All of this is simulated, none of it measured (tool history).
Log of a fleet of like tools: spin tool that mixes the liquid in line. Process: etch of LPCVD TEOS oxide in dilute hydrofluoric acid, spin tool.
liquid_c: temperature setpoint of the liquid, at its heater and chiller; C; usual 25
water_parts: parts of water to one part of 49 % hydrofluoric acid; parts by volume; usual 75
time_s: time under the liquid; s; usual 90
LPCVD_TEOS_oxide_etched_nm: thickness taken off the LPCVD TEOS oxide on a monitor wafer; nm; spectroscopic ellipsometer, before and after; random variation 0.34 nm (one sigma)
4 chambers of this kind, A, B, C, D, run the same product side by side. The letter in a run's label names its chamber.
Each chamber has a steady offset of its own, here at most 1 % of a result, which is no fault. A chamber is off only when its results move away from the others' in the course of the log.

run	hour	liquid_c	water_parts	time_s	hours since the thermometer was replaced	hours since the hydrofluoric acid flow meter was replaced	read-back film thickness of the LPCVD TEOS oxide reference wafer, read on the same gauge (nm)	LPCVD_TEOS_oxide_etched_nm
1B	3.4	25	75	90	317.1	309.8	99.997	35.847
2D	8.3	25	75	90	711.4	242	99.979	34.854
3C	12.6	25	75	90	1144.2	652.7	99.997	34.77
4A	17.3	25	75	90	490.5	30.1	99.989	35.525
5C	19.9	25	75	65	1151.5	660	99.999	24.93
6A	22	25	75	65	495.2	34.8	100.02	25.545
7D	26.2	25	75	65	729.3	259.9	99.997	25.705
8B	28.6	25	75	65	342.3	335	100.01	25.798
9A	31.7	25	75	90	504.9	44.5	99.999	34.97
10C	35.3	25	75	90	1166.9	675.4	100.03	35.574
11B	37.9	25	75	90	351.6	344.3	99.995	35.551
12D	42.9	25	75	90	746	276.6	99.996	35.428
13C	46	25	75	90	1177.6	686.1	99.986	35.172
14D	49.2	27.5	75	65	752.3	282.9	99.993	28.281
15A	54	27.5	75	65	527.2	66.8	99.96	28.535
16B	58.2	27.5	75	65	371.9	364.6	99.995	27.632
17A	61	27.5	75	65	534.2	73.8	100.01	28.233
18C	63.3	25	75	90	1194.9	703.4	99.99	35.525
19B	68.2	25	75	90	381.9	374.6	100.02	34.417
20D	70.6	29.5	75	90	773.7	304.3	100.01	41.62
21C	74	29.5	75	90	1205.6	714.1	99.992	42.274
22B	77.3	29.5	75	90	391	383.7	99.999	40.972
23D	81.9	29.5	75	90	785	315.6	99.991	42.673
24A	86.2	25	75	90	559.4	99	100	35.705
25D	89.7	25	75	90	792.8	323.4	100	35.857
26B	93.5	25	75	90	407.2	399.9	99.985	34.055
27A	97.7	25	75	90	570.9	110.5	100.02	34.51
28C	101.8	25	75	90	1233.4	741.9	100.02	35.392
29B	105.8	29.5	75	110	419.5	412.2	100.01	49.275
30A	110.5	29.5	75	110	583.7	123.3	99.976	50.613
31D	115	29.5	75	110	818.1	348.7	99.998	52.195
32C	118	29.5	75	110	1249.6	758.1	100	51.173
33C	122	25	75	90	1253.6	762.1	100.01	35.431
34B	124.2	25	90	90	437.9	430.6	99.998	27.442
35A	127	25	90	90	600.2	139.8	99.978	28.626
36D	131.3	25	90	90	834.4	365	100.02	28.998
37C	135.4	25	90	90	1267	775.5	100.02	28.727
38A	139.7	25	75	90	612.9	152.5	99.995	35.848
39D	143.3	25	75	90	846.4	377	100.02	35.383
40B	146.9	25	75	90	460.6	453.3	99.988	33.062
41B	150.8	22.5	105	90	464.5	457.2	99.981	20.696
42D	155	22.5	105	90	858.1	388.7	100	22.007

All 4 chambers run these settings next. Forecast each chamber's results:
43A	158.5	25	75	90				?
43B	158.5	25	75	90				?
43C	158.5	25	75	90				?
43D	158.5	25	75	90				?

run	LPCVD_TEOS_oxide_etched_nm
43A	35.065
43B	32.695
43C	34.847
43D	35.499
